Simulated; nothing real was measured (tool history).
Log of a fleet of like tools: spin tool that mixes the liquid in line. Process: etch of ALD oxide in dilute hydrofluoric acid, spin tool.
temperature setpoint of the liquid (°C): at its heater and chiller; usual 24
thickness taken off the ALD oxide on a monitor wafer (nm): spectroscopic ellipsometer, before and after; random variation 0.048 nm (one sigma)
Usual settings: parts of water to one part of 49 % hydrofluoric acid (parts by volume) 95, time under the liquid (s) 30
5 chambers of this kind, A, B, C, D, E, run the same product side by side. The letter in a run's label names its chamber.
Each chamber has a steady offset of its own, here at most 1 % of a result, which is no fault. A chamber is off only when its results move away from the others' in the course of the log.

run	hour	temperature setpoint of the liquid (°C)	parts of water to one part of 49 % hydrofluoric acid (parts by volume)	time under the liquid (s)	read-back film thickness of the ALD oxide reference wafer, read on the same gauge (nm)	thickness taken off the ALD oxide on a monitor wafer (nm)
1C	6.5	24	95	30	130	7.0881
2A	15.1	24	95	30	130.01	7.0585
3E	25.7	24	95	30	130	6.9119
4D	30.7	24	95	30	129.96	6.9266
5B	40.7	24	95	30	129.98	6.9723
6D	46.3	24	95	30	130	7.0264
7A	53.6	24	95	30	129.97	6.9267
8E	59.6	24	95	30	129.98	6.9713
9C	68.3	24	95	30	130.01	7.0112
10B	76.2	24	95	30	130.04	7.1421
11C	85.1	24	95	30	129.98	7.0506
# hour 87.2: chamber B: thermometer replaced
12E	90.5	24	95	30	129.99	6.9626
13B	95.8	24	95	30	129.99	6.9042
14A	105.6	24	95	30	130	6.9178
15D	115.6	24	95	30	130.01	7.0095
16E	120.5	24	95	30	130	7.0007
17B	128.6	24	95	30	130.01	6.9125
18A	134.7	20	95	35	130.03	6.9539
19D	142.3	20	95	35	129.99	6.908
20C	152.6	20	95	35	130.01	7.1299
21E	163.3	20	95	35	129.98	6.9766
22D	172.2	20	95	35	130	7.0002
23C	180.9	24	95	30	130	7.1849
24A	186.5	24	95	30	130	7.0366
25B	191.5	24	95	30	129.99	6.9661
26E	200.3	24	95	30	130	6.9237
# hour 201.7: chamber B: hydrofluoric acid flow meter replaced
27D	205.2	24	95	30	129.99	6.967
28A	209.9	24	95	30	130.02	7.0246
29B	215.2	24	95	30	130.01	6.9114
30C	221	24	95	30	130	7.287
31E	230.5	27	60	30	130	13.156
32D	238.3	27	60	30	130.01	12.811
33A	244.4	27	60	30	130.01	13.057
34B	254.2	27	60	30	130.01	13.045
35C	261.6	27	60	30	130.03	13.614
36C	272.1	24	95	30	129.98	7.2903
37E	280	24	95	30	129.99	6.9933
38B	290.1	24	95	30	130.02	6.9705
39D	296.3	24	95	30	130	6.9791
# hour 304.5: chamber D: hydrofluoric acid flow meter replaced
40A	304.9	24	95	30	129.99	7.0422
41D	310.9	24	95	30	129.99	6.9976
42C	320.4	24	95	30	129.99	7.3424
43B	331.1	24	95	30	129.99	6.919

All 5 chambers run these settings next. Forecast each chamber's results:
44A	338.9	22	95	30		?
44B	338.9	22	95	30		?
44C	338.9	22	95	30		?
44D	338.9	22	95	30		?
44E	338.9	22	95	30		?

run	thickness taken off the ALD oxide on a monitor wafer (nm)
44A	6.5228
44B	6.4588
44C	6.8454
44D	6.4839
44E	6.3923

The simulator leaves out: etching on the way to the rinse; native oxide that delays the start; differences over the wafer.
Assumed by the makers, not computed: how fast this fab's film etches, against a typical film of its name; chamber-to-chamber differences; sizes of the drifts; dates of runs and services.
